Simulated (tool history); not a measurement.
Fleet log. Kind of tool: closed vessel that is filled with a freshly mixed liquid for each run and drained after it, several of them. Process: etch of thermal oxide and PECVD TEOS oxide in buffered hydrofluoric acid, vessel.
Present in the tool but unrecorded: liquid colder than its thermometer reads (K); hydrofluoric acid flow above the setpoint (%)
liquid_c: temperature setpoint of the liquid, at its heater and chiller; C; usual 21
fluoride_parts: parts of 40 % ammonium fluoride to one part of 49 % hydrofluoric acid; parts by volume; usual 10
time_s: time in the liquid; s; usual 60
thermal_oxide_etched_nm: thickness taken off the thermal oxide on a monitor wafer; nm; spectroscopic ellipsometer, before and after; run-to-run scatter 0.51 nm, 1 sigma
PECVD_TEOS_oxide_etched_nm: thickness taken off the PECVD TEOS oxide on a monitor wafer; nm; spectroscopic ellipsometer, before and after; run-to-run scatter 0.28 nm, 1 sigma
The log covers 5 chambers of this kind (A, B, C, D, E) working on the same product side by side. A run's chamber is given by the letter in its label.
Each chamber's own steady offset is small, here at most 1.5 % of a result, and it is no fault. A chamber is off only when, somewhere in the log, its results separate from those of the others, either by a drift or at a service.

run,hour,liquid_c,fluoride_parts,time_s,hours since the thermometer was replaced,hours since the hydrofluoric acid flow meter was replaced,"read-back film thickness of the thermal oxide reference wafer, read on the same gauge (nm)","read-back film thickness of the PECVD TEOS oxide reference wafer, read on the same gauge (nm)",thermal_oxide_etched_nm,PECVD_TEOS_oxide_etched_nm
1D,10.2,21,10,60,1026.8,643.1,39.991,30.053,57.04,75.667
2E,20.2,21,10,60,236,83.2,39.97,30.022,59.025,76.404
3A,28.7,21,10,60,1459.4,535,40.02,30.03,58.655,76.99
4C,40.1,21,10,60,1593.2,1225.7,39.966,30.025,57.626,76.815
# hour 45.9: chamber D: thermometer replaced
5B,53.2,24,10,80,2029.8,58.1,39.992,30.015,90.648,120.33
6B,62.6,24,10,80,2039.2,67.5,40.016,29.999,90.797,121.24
7A,74,24,10,80,1504.7,580.3,39.992,30.021,92.351,121.39
8D,82.2,24,10,80,36.4,715.1,39.994,29.994,91.304,119.58
9C,90.9,24,10,80,1644,1276.5,39.997,30.016,91.471,120.59
10E,97.8,21,10,60,313.6,160.8,39.975,29.986,58.377,76.521
# hour 98.5: chamber A: hydrofluoric acid flow meter replaced
11D,106.4,21,10,60,60.6,739.3,39.996,30.011,58.341,75.721
12A,119.8,25.5,10,60,1550.5,21.4,40.028,29.999,72.421,97.702
13B,127.1,25.5,10,60,2103.7,132,39.978,29.984,73.57,97.617
14C,133,25.5,10,60,1686.1,1318.6,39.999,29.97,73.722,97.606
15E,143.4,25.5,10,60,359.2,206.4,39.993,30.029,75.422,97.406
16C,156.3,25.5,10,60,1709.4,1341.9,39.997,29.982,74.395,97.527
17D,162.1,21,10,60,116.3,795,40.007,30.015,56.966,76.037
18B,172.4,18,10,60,2149,177.3,39.993,30.037,48.366,64.548
# hour 179.6: chamber C: hydrofluoric acid flow meter replaced
19E,180.2,18,10,60,396,243.2,39.987,30.02,48.525,64.704
20A,189.3,18,10,60,1620,90.9,39.978,30.027,50.117,65.003
21D,197.6,18,10,60,151.8,830.5,40.025,29.99,48.724,64.278
22A,205.9,18,10,60,1636.6,107.5,40.036,29.991,48.742,65.31
23C,219,21,10,60,1772.1,39.4,40.018,30.007,58.28,76.061
24B,232.4,21,10,60,2209,237.3,39.977,30.003,57.889,76.343
25E,242.1,21,10,60,457.9,305.1,40.001,29.998,58.185,76.105
26D,249.1,21,10,60,203.3,882,40.009,30.009,57.785,76.21
27E,256.7,21,11.5,80,472.5,319.7,39.998,29.977,67.421,89.076
28C,266.9,21,11.5,80,1820,87.3,40.009,29.987,68.379,88.634
29A,276.3,21,11.5,80,1707,177.9,40.043,30.015,67.991,89.424
30B,283.7,21,11.5,80,2260.3,288.6,40.009,29.974,67.2,88.796

One chamber off, gauge drift, or nothing amiss beyond the chambers' own small offsets? If it is a chamber, which one, and what is the likeliest cause?

All chambers stay in line apart from their small fixed offsets, and the gauge does not drift.
